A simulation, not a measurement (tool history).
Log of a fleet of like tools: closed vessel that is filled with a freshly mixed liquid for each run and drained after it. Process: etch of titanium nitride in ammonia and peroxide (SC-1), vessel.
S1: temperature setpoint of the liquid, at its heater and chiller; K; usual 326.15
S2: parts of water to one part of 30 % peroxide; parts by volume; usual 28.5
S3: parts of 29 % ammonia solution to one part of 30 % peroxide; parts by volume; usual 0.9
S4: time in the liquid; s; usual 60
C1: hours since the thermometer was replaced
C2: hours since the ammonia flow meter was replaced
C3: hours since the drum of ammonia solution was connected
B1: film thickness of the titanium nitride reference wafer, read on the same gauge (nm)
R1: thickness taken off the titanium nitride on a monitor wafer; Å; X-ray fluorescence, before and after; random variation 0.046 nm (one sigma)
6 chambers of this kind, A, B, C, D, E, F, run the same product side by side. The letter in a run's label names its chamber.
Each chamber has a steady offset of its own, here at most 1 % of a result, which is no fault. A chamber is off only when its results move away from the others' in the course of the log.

run,hour,S1,S2,S3,S4,C1,C2,C3,B1,R1
1D,8.1,326.15,28.5,0.9,60,628.6,1266.6,203.1,39.988,51.718
# hour 10.1: chamber B: new drum of ammonia solution connected
2C,14.5,326.15,28.5,0.9,60,766.1,371.5,698.4,39.994,51.349
3F,22.7,326.15,28.5,0.9,60,1396,758.1,648.3,39.992,51.453
# hour 24.4: chamber C: new drum of ammonia solution connected
# hour 27.7: chamber F: new drum of ammonia solution connected
4E,29.5,326.15,28.5,0.9,60,745.5,1293.6,415.7,39.984,51.254
5A,35.6,330.15,28.5,0.65,60,945.3,475.1,391.2,40.008,62.242
6B,39.8,330.15,28.5,0.65,60,925.9,1181.4,29.7,39.978,63.791
7F,44.1,330.15,28.5,0.65,60,1417.4,779.5,16.5,39.976,62.767
8A,52.2,330.15,28.5,0.65,60,961.9,491.7,407.8,40.004,63.745
9C,60.3,330.15,28.5,0.65,60,811.9,417.3,35.9,40.006,62.382
10B,66.4,330.15,28.5,0.65,60,952.5,1208,56.3,40.002,63.314
11D,71.1,326.15,28.5,0.9,60,691.6,1329.6,266.1,40,51.559
12E,75.4,335.15,28.5,0.9,60,791.4,1339.5,461.6,40,93.293
13D,80.2,335.15,28.5,0.9,60,700.7,1338.7,275.2,40.014,93.991
14C,89.2,335.15,28.5,0.9,60,840.8,446.2,64.8,40.002,93.062
15E,95,335.15,28.5,0.9,60,811,1359.1,481.2,40.031,92.577
16B,99.7,335.15,28.5,0.9,60,985.8,1241.3,89.6,39.988,92.165
17A,107.1,335.15,28.5,0.9,60,1016.8,546.6,462.7,39.993,93.821
18F,115.6,326.15,28.5,0.9,60,1488.9,851,88,40.008,50.34
19B,123.4,326.15,28.5,0.9,30,1009.5,1265,113.3,40.027,24.768
20F,128.5,326.15,28.5,0.9,30,1501.8,863.9,100.9,40.022,25.101
21E,133.3,326.15,28.5,0.9,30,849.3,1397.4,519.5,40.015,25.083
22D,141.4,326.15,28.5,0.9,30,761.9,1399.9,336.4,39.979,26.456
23A,148.5,326.15,28.5,0.9,30,1058.2,588,504.1,39.994,25.61
# hour 155.6: chamber A: ammonia flow meter replaced
24C,156.9,326.15,28.5,0.9,30,908.5,513.9,132.5,39.961,25.624
25F,162.8,326.15,28.5,0.9,60,1536.1,898.2,135.2,40.008,50.609
26B,167,326.15,28.5,0.9,60,1053.1,1308.6,156.9,40.001,50.915
27D,171.8,326.15,28.5,0.9,60,792.3,1430.3,366.8,39.993,52.811
28E,181,326.15,28.5,0.9,60,897,1445.1,567.2,39.983,48.315
29C,188.8,326.15,28.5,0.9,60,940.4,545.8,164.4,40.008,49.964
30A,195.3,326.15,28.5,0.9,60,1105,39.7,550.9,40.009,52.055
31D,199.9,326.15,28.5,0.75,60,820.4,1458.4,394.9,39.996,50.03
32F,208.7,326.15,28.5,0.75,60,1582,944.1,181.1,39.989,49.548
33E,214.7,326.15,28.5,0.75,60,930.7,1478.8,600.9,39.985,46.783
# hour 217.6: chamber C: thermometer replaced
34A,221.1,326.15,28.5,0.75,60,1130.8,65.5,576.7,40.009,49.223
35C,228.6,326.15,28.5,0.75,60,11,585.6,204.2,39.993,49.013
36B,234.6,326.15,28.5,0.75,60,1120.7,1376.2,224.5,39.999,49.494
37F,240.2,326.15,28.5,0.9,60,1613.5,975.6,212.6,40.006,51.1
38B,248.5,326.15,28.5,0.9,60,1134.6,1390.1,238.4,40.017,50.579
39D,252.9,326.15,28.5,0.9,60,873.4,1511.4,447.9,40.011,52.104

All 6 chambers run these settings next. Forecast each chamber's results:
40A,259.7,326.15,28.5,0.9,35,,,,,?
40B,259.7,326.15,28.5,0.9,35,,,,,?
40C,259.7,326.15,28.5,0.9,35,,,,,?
40D,259.7,326.15,28.5,0.9,35,,,,,?
40E,259.7,326.15,28.5,0.9,35,,,,,?
40F,259.7,326.15,28.5,0.9,35,,,,,?

run,R1
40A,29.849
40B,29.663
40C,29.977
40D,29.891
40E,27.333
40F,30.422

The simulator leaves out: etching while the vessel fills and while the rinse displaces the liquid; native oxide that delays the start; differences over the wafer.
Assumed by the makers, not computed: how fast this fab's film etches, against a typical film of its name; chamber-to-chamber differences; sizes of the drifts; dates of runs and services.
